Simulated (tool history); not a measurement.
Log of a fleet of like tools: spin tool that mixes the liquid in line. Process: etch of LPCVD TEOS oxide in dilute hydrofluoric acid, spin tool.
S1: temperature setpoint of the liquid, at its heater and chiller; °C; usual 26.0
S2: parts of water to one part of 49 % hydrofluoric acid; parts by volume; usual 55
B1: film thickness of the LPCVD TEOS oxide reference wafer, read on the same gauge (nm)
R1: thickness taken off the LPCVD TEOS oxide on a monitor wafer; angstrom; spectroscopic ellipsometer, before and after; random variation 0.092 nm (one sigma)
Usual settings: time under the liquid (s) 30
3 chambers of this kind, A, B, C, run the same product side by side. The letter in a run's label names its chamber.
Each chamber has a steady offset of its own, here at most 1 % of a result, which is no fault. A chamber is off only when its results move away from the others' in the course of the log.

Run 1A, hour 5.0: usual settings; B1 90.010. Result: R1 159.250 angstrom.
Run 2C, hour 12.7: usual settings; B1 89.986. Result: R1 155.630 angstrom.
Run 3B, hour 20.2: usual settings; B1 89.987. Result: R1 158.250 angstrom.
Run 4B, hour 27.3: usual settings; B1 90.014. Result: R1 159.140 angstrom.
Run 5C, hour 31.6: usual settings; B1 90.004. Result: R1 155.770 angstrom.
Run 6A, hour 37.5: usual settings; B1 89.998. Result: R1 159.320 angstrom.
Run 7B, hour 41.9: usual settings; B1 90.045. Result: R1 157.340 angstrom.
Run 8C, hour 46.2: usual settings; B1 89.981. Result: R1 154.680 angstrom.
At hour 53.0: chamber A: hydrofluoric acid flow meter replaced.
Run 9A, hour 53.3: usual settings; B1 90.025. Result: R1 158.200 angstrom.
Run 10B, hour 59.1: usual settings; B1 89.994. Result: R1 157.190 angstrom.
Run 11C, hour 62.6: usual settings but S1 30.5 °C, S2 65 parts by volume; B1 89.975. Result: R1 155.370 angstrom.
Run 12A, hour 69.1: usual settings but S1 30.5 °C, S2 65 parts by volume; B1 89.992. Result: R1 158.840 angstrom.
Run 13A, hour 75.4: usual settings but S1 30.5 °C, S2 65 parts by volume; B1 90.013. Result: R1 157.980 angstrom.
Run 14B, hour 81.8: usual settings but S1 24.5 °C, time under the liquid (s) 45; B1 90.026. Result: R1 220.730 angstrom.
Run 15C, hour 88.2: usual settings but S1 24.5 °C, time under the liquid (s) 45; B1 89.964. Result: R1 220.110 angstrom.
Run 16B, hour 95.5: usual settings but S1 24.5 °C, time under the liquid (s) 45; B1 89.974. Result: R1 221.010 angstrom.
Run 17A, hour 102.0: usual settings; B1 90.044. Result: R1 157.040 angstrom.
Run 18C, hour 105.7: usual settings; B1 89.993. Result: R1 157.180 angstrom.
Run 19A, hour 112.2: usual settings; B1 89.991. Result: R1 158.190 angstrom.
Run 20B, hour 118.5: usual settings; B1 90.019. Result: R1 157.140 angstrom.
Run 21C, hour 123.3: usual settings; B1 89.999. Result: R1 155.830 angstrom.
Run 22C, hour 129.4: usual settings; B1 90.029. Result: R1 156.330 angstrom.
Run 23A, hour 135.0: usual settings but S1 28.0 °C, time under the liquid (s) 25; B1 89.969. Result: R1 144.360 angstrom.
Run 24B, hour 140.0: usual settings but S1 28.0 °C, time under the liquid (s) 25; B1 89.997. Result: R1 141.680 angstrom.
Run 25C, hour 146.5: usual settings but S1 28.0 °C, time under the liquid (s) 25; B1 90.018. Result: R1 140.930 angstrom.
Run 26A, hour 154.2: usual settings; B1 89.959. Result: R1 159.300 angstrom.
Run 27B, hour 160.2: usual settings; B1 89.987. Result: R1 156.280 angstrom.
Run 28A, hour 167.4: usual settings but S1 28.0 °C; B1 90.023. Result: R1 172.080 angstrom.
Run 29C, hour 174.6: usual settings but S1 28.0 °C; B1 89.988. Result: R1 168.890 angstrom.
Run 30B, hour 180.2: usual settings but S1 28.0 °C; B1 90.001. Result: R1 170.360 angstrom.
Run 31C, hour 186.3: usual settings; B1 90.016. Result: R1 157.110 angstrom.
Run 32A, hour 190.1: usual settings but time under the liquid (s) 15; B1 90.025. Result: R1 79.316 angstrom.
Run 33B, hour 193.8: usual settings but time under the liquid (s) 15; B1 90.015. Result: R1 78.442 angstrom.
Run 34B, hour 200.2: usual settings but time under the liquid (s) 15; B1 90.015. Result: R1 77.945 angstrom.
At hour 205.0: chamber C: thermometer replaced.
Run 35A, hour 206.4: usual settings but S1 28.0 °C; B1 90.006. Result: R1 172.270 angstrom.
Run 36C, hour 210.6: usual settings but S1 28.0 °C; B1 89.991. Result: R1 167.130 angstrom.
Run 37C, hour 214.3: usual settings but S1 28.0 °C; B1 89.995. Result: R1 167.110 angstrom.
Run 38A, hour 220.4: usual settings; B1 90.040. Result: R1 160.150 angstrom.
Run 39B, hour 228.1: usual settings; B1 90.019. Result: R1 156.440 angstrom.
Run 40B, hour 233.8: usual settings; B1 90.006. Result: R1 156.540 angstrom.

Is one chamber off against the others, does the gauge drift, or is nothing wrong? If a chamber is off, say which, and what the likeliest cause is.

No chamber stands off beyond its own small offset, and the gauge holds steady.
